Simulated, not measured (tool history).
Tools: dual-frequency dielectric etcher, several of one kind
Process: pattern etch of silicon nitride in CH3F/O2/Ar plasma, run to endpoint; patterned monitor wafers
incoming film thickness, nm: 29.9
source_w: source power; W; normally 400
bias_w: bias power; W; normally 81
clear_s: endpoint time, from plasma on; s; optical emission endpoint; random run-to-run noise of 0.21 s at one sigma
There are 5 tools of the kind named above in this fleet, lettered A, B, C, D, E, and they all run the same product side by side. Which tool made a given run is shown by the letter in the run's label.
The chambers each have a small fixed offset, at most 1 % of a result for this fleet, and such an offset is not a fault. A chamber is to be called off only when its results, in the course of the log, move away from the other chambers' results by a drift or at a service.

run,hour,source_w,bias_w,hours since the last wet clean,hours since the last source power generator calibration,hours since the last bias power generator calibration,clear_s
1D,5.1,400,81,379.9,3683.5,2965.3,40.856
2E,12.1,400,81,166.9,1291.5,2481.9,41.325
3A,17.9,400,81,439.7,685.3,3279.3,41.825
4B,25.2,400,81,411.0,3717.0,750.2,41.454
5C,33.5,400,81,154.2,2161.7,1165.4,41.765
6E,38.3,400,81,193.1,1317.7,2508.1,41.246
7B,44.1,400,81,429.9,3735.9,769.1,41.489
8D,51.9,400,81,426.7,3730.3,3012.1,40.877
9C,56.8,400,81,177.5,2185.0,1188.7,41.770
10A,65.8,400,81,487.6,733.2,3327.2,41.750
11B,76.1,400,81,461.9,3767.9,801.1,41.662
12D,81.1,490,95,455.9,3759.5,3041.3,35.678
13E,88.1,490,95,242.9,1367.5,2557.9,36.061
14A,97.3,490,95,519.1,764.7,3358.7,36.438
15C,103.3,490,95,224.0,2231.5,1235.2,36.562
16B,110.4,490,95,496.2,3802.2,835.4,36.465
17D,116.1,400,81,490.9,3794.5,3076.3,40.967
18E,124.3,400,81,279.1,1403.7,2594.1,40.812
19C,133.9,400,81,254.6,2262.1,1265.8,41.467
20A,143.0,400,81,564.8,810.4,3404.4,41.704
# hour 146.6: chamber B: wet clean of the chamber
# hour 150.9: chamber A: bias power generator calibrated
21C,151.2,350,81,271.9,2279.4,1283.1,44.023
22B,155.8,350,81,9.3,3847.6,880.8,43.516
23D,161.1,350,81,535.9,3839.5,3121.3,43.118
# hour 168.7: chamber E: wet clean of the chamber
24E,171.8,350,81,3.2,1451.2,2641.6,42.957
# hour 174.7: chamber D: wet clean of the chamber
25A,179.8,350,81,601.6,847.2,29.0,43.916
26C,185.4,400,63,306.1,2313.6,1317.3,45.162
27B,194.6,400,63,48.1,3886.4,919.6,45.175
28E,204.1,400,63,35.5,1483.5,2673.9,44.923
29D,208.8,400,63,34.1,3887.2,3169.0,47.432
# hour 214.5: chamber A: wet clean of the chamber
30A,217.6,400,63,3.1,885.0,66.8,45.617
31D,228.1,400,81,53.4,3906.5,3188.3,43.350
32C,238.4,400,81,359.1,2366.6,1370.3,41.165
33B,246.9,400,81,100.4,3938.7,971.9,41.518
34A,254.6,400,81,40.1,922.0,103.8,41.345
35E,265.1,450,81,96.5,1544.5,2734.9,39.319
36C,273.0,450,81,393.7,2401.2,1404.9,40.056
37E,279.2,450,81,110.6,1558.6,2749.0,39.342
38B,284.4,450,81,137.9,3976.2,1009.4,39.920
39A,293.1,450,81,78.6,960.5,142.3,39.883

Decide between three cases: one chamber stands off from its peers, the gauge reading all wafers drifts, or nothing is wrong past each chamber's small offset. Where a chamber is off, say which and what most likely put it there.

After it was serviced, chamber D no longer matches the other chambers.
Likeliest cause: etch rate under this chamber's usual, % = 5.18.

Here are 4 candidates for chamber D's next run, each the usual settings with a change, their results left as question marks. Which one brings its results back in line with what the others give on the usual settings?
In-line tolerance around the mean of the other chambers on the usual settings: clear_s 0.740 s
40D-1,300.8,400,63,,,,?
40D-2,300.8,450,89,,,,?
40D-3,300.8,400,91,,,,?
40D-4,300.8,360,81,,,,?

Mean of the other chambers on the usual settings: clear_s 41.473 s
run,clear_s
40D-1,47.208
40D-2,40.089
40D-3,41.593
40D-4,45.122
It is 40D-3 that realigns the chamber with its peers.
